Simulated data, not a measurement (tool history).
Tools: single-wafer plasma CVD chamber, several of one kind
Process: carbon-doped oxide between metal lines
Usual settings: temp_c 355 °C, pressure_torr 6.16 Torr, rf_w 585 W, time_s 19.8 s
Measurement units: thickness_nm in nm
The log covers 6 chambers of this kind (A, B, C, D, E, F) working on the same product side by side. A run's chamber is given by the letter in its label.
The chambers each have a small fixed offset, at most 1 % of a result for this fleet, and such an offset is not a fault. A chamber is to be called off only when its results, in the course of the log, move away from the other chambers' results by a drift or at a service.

run	day	temp_c	pressure_torr	rf_w	time_s	read-back reference wafer on the same gauge, thickness_nm	thickness_nm
1D	0.1	355	6.16	585	19.8	104.99	113.91
2F	0.204	355	6.16	585	19.8	105.04	113.71
3E	0.325	355	6.16	585	19.8	105.03	112.65
4A	0.442	355	6.16	585	19.8	105.01	113.91
5B	0.529	355	6.16	585	19.8	105.12	112.56
6C	0.625	355	6.16	585	19.8	104.89	112.6
7A	0.725	355	6.16	625	19.8	104.93	118.79
8C	0.817	355	6.16	625	19.8	105.07	118.31
9D	0.892	355	6.16	625	19.8	104.92	118.63
10B	0.971	355	6.16	625	19.8	104.98	119.4
11E	1.096	355	6.16	625	19.8	104.86	117.96
12F	1.196	355	6.16	625	19.8	105.09	118.96
13B	1.371	355	6.16	585	19.8	105	112.44
14A	1.492	355	6.16	585	19.8	105.08	112.74
15C	1.617	355	6.16	585	19.8	105.13	112.97
16D	1.767	355	6.16	585	19.8	104.91	113.48
17E	1.929	355	4.92	680	19.8	105.09	121.05
18F	2.017	355	4.92	680	19.8	105.12	121.93
19B	2.138	355	4.92	680	19.8	105.13	120.87
20C	2.296	355	4.92	680	19.8	104.85	119.92
21E	2.396	355	4.92	680	19.8	104.98	121.24
22A	2.533	355	4.92	680	19.8	104.98	119.51
23F	2.625	355	6.16	585	19.8	105.07	113.47
24D	2.742	355	6.16	585	19.8	105.04	113.24
25A	2.854	355	6.16	585	19.8	105.14	113.68
26E	3.017	355	6.16	585	19.8	104.98	112.08
27C	3.15	355	6.78	585	19.8	104.95	114.22
28D	3.258	355	6.78	585	19.8	105.1	115.24
29F	3.338	355	6.78	585	19.8	105.04	114.92
30B	3.5	355	6.78	585	19.8	104.93	115.21
31F	3.662	355	6.78	585	19.8	104.88	116.49
32E	3.796	355	6.78	585	19.8	105.02	114.88
33C	3.892	355	6.16	585	19.8	104.95	112.82
34B	4.067	355	6.16	585	19.8	105.13	113.97
35A	4.196	355	6.16	585	16.3	104.9	93.406
36D	4.321	355	6.16	585	16.3	105.05	93.908
37C	4.4	355	6.16	585	16.3	105	92.415

Has any chamber moved away from the others, gradually or after a service, or does the common gauge drift, or do the chambers differ only by their own small steady offsets? State the chamber and the most likely cause if one applies.

Beyond each chamber's small constant offset nothing stands out, and the gauge stays steady.
